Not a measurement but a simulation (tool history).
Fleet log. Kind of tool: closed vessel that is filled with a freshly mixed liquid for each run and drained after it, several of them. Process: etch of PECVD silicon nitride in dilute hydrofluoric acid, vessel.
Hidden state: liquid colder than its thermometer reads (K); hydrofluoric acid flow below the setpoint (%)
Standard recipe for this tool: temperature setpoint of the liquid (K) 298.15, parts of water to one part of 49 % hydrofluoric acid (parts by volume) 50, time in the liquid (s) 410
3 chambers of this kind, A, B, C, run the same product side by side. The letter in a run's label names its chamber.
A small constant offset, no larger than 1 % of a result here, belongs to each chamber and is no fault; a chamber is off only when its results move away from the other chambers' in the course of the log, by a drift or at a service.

run    day  temperature setpoint of the liquid (K)  parts of water to one part of 49 % hydrofluoric acid (parts by volume)  time in the liquid (s)  hours since the thermometer was replaced  hours since the hydrofluoric acid flow meter was replaced  read-back film thickness of the PECVD silicon nitride reference wafer, read on the same gauge (nm)  thickness taken off the PECVD silicon nitride on a monitor wafer (angstrom)
 1A  0.154                                  298.15                                                                      50                     410                                     496.6                                                     1917.2                                                                                              110.02                                                                       472.12
 2B  0.362                                  298.15                                                                      50                     410                                    2304.1                                                      513.1                                                                                              110.01                                                                       468.73
 3C  0.462                                  298.15                                                                      50                     410                                     948.3                                                      938.4                                                                                              110.04                                                                       466.71
 4C  0.642                                  298.15                                                                      50                     410                                     952.6                                                      942.7                                                                                              110.00                                                                       468.79
 5B  0.775                                  295.65                                                                      50                     580                                    2314.0                                                      523.0                                                                                              110.01                                                                       562.03
 6A  0.983                                  295.65                                                                      50                     580                                     516.5                                                     1937.1                                                                                              109.99                                                                       561.25
 7B  1.129                                  295.65                                                                      50                     580                                    2322.5                                                      531.5                                                                                              110.01                                                                       560.34
 8A  1.258                                  298.15                                                                      50                     410                                     523.1                                                     1943.7                                                                                              109.97                                                                       471.74
 9C  1.429                                  302.15                                                                      50                     410                                     971.5                                                      961.6                                                                                              109.98                                                                       610.63
10B  1.625                                  302.15                                                                      50                     410                                    2334.4                                                      543.4                                                                                              109.98                                                                       625.09
11C  1.812                                  302.15                                                                      50                     410                                     980.7                                                      970.8                                                                                              110.01                                                                       608.13
12A  2.012                                  298.15                                                                      50                     565                                     541.2                                                     1961.8                                                                                              110.00                                                                       651.15
     2.096  -- chamber A: thermometer replaced
13C  2.150                                  298.15                                                                      50                     565                                     988.8                                                      978.9                                                                                              110.02                                                                       647.49
14B  2.250                                  298.15                                                                      50                     565                                    2349.4                                                      558.4                                                                                              110.00                                                                       653.95
15A  2.421                                  298.15                                                                      50                     410                                       7.9                                                     1971.6                                                                                              110.00                                                                       467.96
16B  2.588                                  298.15                                                                      50                     410                                    2357.5                                                      566.5                                                                                              109.99                                                                       469.13
17A  2.700                                  298.15                                                                      50                     410                                      14.6                                                     1978.3                                                                                              110.01                                                                       468.10
18C  2.812                                  300.15                                                                      50                     410                                    1004.7                                                      994.8                                                                                              109.98                                                                       536.74
19A  2.942                                  300.15                                                                      50                     410                                      20.4                                                     1984.1                                                                                              110.02                                                                       531.22
20C  3.038                                  300.15                                                                      50                     410                                    1010.1                                                     1000.2                                                                                              109.98                                                                       536.29
21B  3.225                                  298.15                                                                      50                     410                                    2372.8                                                      581.8                                                                                              110.00                                                                       467.44

Predict what each chamber gives when all 3 of them run the settings below next.
22A  3.375                                  294.15                                                                      50                     410                                                                                                                                                                                                                                                                                     ?
22B  3.375                                  294.15                                                                      50                     410                                                                                                                                                                                                                                                                                     ?
22C  3.375                                  294.15                                                                      50                     410                                                                                                                                                                                                                                                                                     ?

run  thickness taken off the PECVD silicon nitride on a monitor wafer (angstrom)
22A                                                                       351.48
22B                                                                       353.34
22C                                                                       358.41
